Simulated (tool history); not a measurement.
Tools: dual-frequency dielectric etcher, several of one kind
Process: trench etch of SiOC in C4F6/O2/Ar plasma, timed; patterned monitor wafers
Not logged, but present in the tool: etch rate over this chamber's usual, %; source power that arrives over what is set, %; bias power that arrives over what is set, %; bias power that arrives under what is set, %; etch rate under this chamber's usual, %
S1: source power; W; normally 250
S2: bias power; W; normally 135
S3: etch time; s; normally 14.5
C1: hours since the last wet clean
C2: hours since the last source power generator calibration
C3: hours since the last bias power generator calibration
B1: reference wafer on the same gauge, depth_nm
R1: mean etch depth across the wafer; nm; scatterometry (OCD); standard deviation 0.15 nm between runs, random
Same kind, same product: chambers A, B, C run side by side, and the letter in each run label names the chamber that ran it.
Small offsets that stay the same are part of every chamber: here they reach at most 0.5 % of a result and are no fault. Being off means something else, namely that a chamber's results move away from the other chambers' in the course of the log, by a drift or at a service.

| run | day | S1 | S2 | S3 | C1 | C2 | C3 | B1 | R1 |
|---|---|---|---|---|---|---|---|---|---|
| 1C | 0.325 | 250 | 135 | 14.5 | 302.1 | 3278.8 | 300.2 | 19.841 | 22.919 |
| 2B | 0.488 | 250 | 135 | 14.5 | 486.3 | 312.7 | 3921.1 | 19.808 | 22.882 |
|  | 0.725 | chamber B: wet clean of the chamber |
| 3A | 0.829 | 250 | 135 | 14.5 | 78.3 | 211.1 | 2425.6 | 19.787 | 23.026 |
| 4A | 1.071 | 250 | 135 | 14.5 | 84.1 | 216.9 | 2431.4 | 19.809 | 22.904 |
| 5C | 1.408 | 250 | 135 | 14.5 | 328.1 | 3304.8 | 326.2 | 19.769 | 23.063 |
| 6B | 1.617 | 250 | 135 | 14.5 | 21.4 | 339.8 | 3948.2 | 19.82 | 22.456 |
| 7C | 1.804 | 250 | 135 | 14.5 | 337.6 | 3314.3 | 335.7 | 19.796 | 23.082 |
| 8A | 2.146 | 250 | 135 | 14.5 | 109.9 | 242.7 | 2457.2 | 19.789 | 22.826 |
| 9B | 2.483 | 250 | 135 | 14.5 | 42.2 | 360.6 | 3969 | 19.804 | 22.835 |
| 10C | 2.796 | 250 | 163 | 11 | 361.4 | 3338.1 | 359.5 | 19.802 | 18.265 |
| 11A | 2.971 | 250 | 163 | 11 | 129.7 | 262.5 | 2477 | 19.797 | 18.607 |
| 12B | 3.179 | 250 | 163 | 11 | 58.9 | 377.3 | 3985.7 | 19.784 | 18.308 |
| 13C | 3.429 | 250 | 135 | 14.5 | 376.6 | 3353.3 | 374.7 | 19.826 | 22.601 |
| 14A | 3.6 | 250 | 135 | 14.5 | 144.8 | 277.6 | 2492.1 | 19.802 | 22.711 |
|  | 3.762 | chamber A: bias power generator calibrated |
| 15B | 3.871 | 250 | 135 | 14.5 | 75.5 | 393.9 | 4002.3 | 19.764 | 22.805 |
| 16A | 4.033 | 250 | 106 | 17.5 | 155.2 | 288 | 6.6 | 19.829 | 25.811 |
|  | 4.238 | chamber C: wet clean of the chamber |
| 17C | 4.262 | 250 | 106 | 17.5 | 0.6 | 3373.3 | 394.7 | 19.824 | 24.337 |
| 18B | 4.508 | 250 | 106 | 17.5 | 90.8 | 409.2 | 4017.6 | 19.796 | 25.495 |
| 19A | 4.808 | 220 | 135 | 14.5 | 173.8 | 306.6 | 25.2 | 19.796 | 21.622 |
| 20B | 5.071 | 220 | 135 | 14.5 | 104.3 | 422.7 | 4031.1 | 19.801 | 21.511 |
| 21C | 5.262 | 220 | 135 | 14.5 | 24.6 | 3397.3 | 418.7 | 19.799 | 20.498 |
| 22C | 5.517 | 250 | 135 | 14.5 | 30.7 | 3403.4 | 424.8 | 19.816 | 21.957 |
| 23A | 5.825 | 250 | 121 | 14.5 | 198.2 | 331 | 49.6 | 19.794 | 22.072 |
| 24B | 6.117 | 250 | 121 | 14.5 | 129.4 | 447.8 | 4056.2 | 19.835 | 21.94 |
| 25B | 6.35 | 250 | 121 | 14.5 | 135 | 453.4 | 4061.8 | 19.79 | 21.988 |
| 26A | 6.554 | 250 | 135 | 14.5 | 215.7 | 348.5 | 67.1 | 19.784 | 22.846 |
| 27C | 6.738 | 250 | 135 | 14.5 | 60 | 3432.7 | 454.1 | 19.787 | 21.864 |
| 28C | 7.029 | 250 | 135 | 14.5 | 67 | 3439.7 | 461.1 | 19.782 | 21.578 |
| 29B | 7.262 | 250 | 135 | 14.5 | 156.9 | 475.3 | 4083.7 | 19.785 | 22.526 |
| 30A | 7.517 | 250 | 135 | 14.5 | 238.8 | 371.6 | 90.2 | 19.794 | 22.613 |
| 31C | 7.812 | 250 | 135 | 14.5 | 85.8 | 3458.5 | 479.9 | 19.789 | 21.61 |
| 32B | 8.108 | 250 | 135 | 14.5 | 177.2 | 495.6 | 4104 | 19.81 | 22.676 |
| 33A | 8.279 | 250 | 135 | 14.5 | 257.1 | 389.9 | 108.5 | 19.766 | 23.07 |
| 34C | 8.625 | 250 | 135 | 14.5 | 105.3 | 3478 | 499.4 | 19.806 | 21.43 |
| 35B | 8.942 | 250 | 135 | 14.5 | 197.2 | 515.6 | 4124 | 19.799 | 22.701 |
| 36A | 9.188 | 250 | 135 | 14.5 | 278.9 | 411.7 | 130.3 | 19.805 | 22.963 |

Which is it: a chamber that has drifted or been left off by a service, a gauge drift common to all chambers, or only each chamber's usual small offset? If a chamber is off, name it and its likeliest cause.

Chamber C has stood off from the others ever since a service on it.
What lies behind it: etch rate under this chamber's usual, % = 5.26.

Which of the 4 candidates below, each the usual settings with something changed and its results left as question marks, puts chamber C back in line with what the other chambers give on the usual settings?
In line here means within this much of the mean the other chambers give on the usual settings: R1 0.52 nm
| 37C-1 | 9.433 | 240 | 133 | 13.5 |  |  |  |  | ? |
| 37C-2 | 9.433 | 250 | 157 | 14.5 |  |  |  |  | ? |
| 37C-3 | 9.433 | 220 | 135 | 14.5 |  |  |  |  | ? |
| 37C-4 | 9.433 | 250 | 138 | 16 |  |  |  |  | ? |

Usual-settings mean across the other chambers: R1 22.796 nm
| run | R1 |
|---|---|
| 37C-1 | 19.809 |
| 37C-2 | 22.763 |
| 37C-3 | 20.652 |
| 37C-4 | 24.129 |
The right change is 37C-2: it brings the chamber back within the allowed miss of the others.
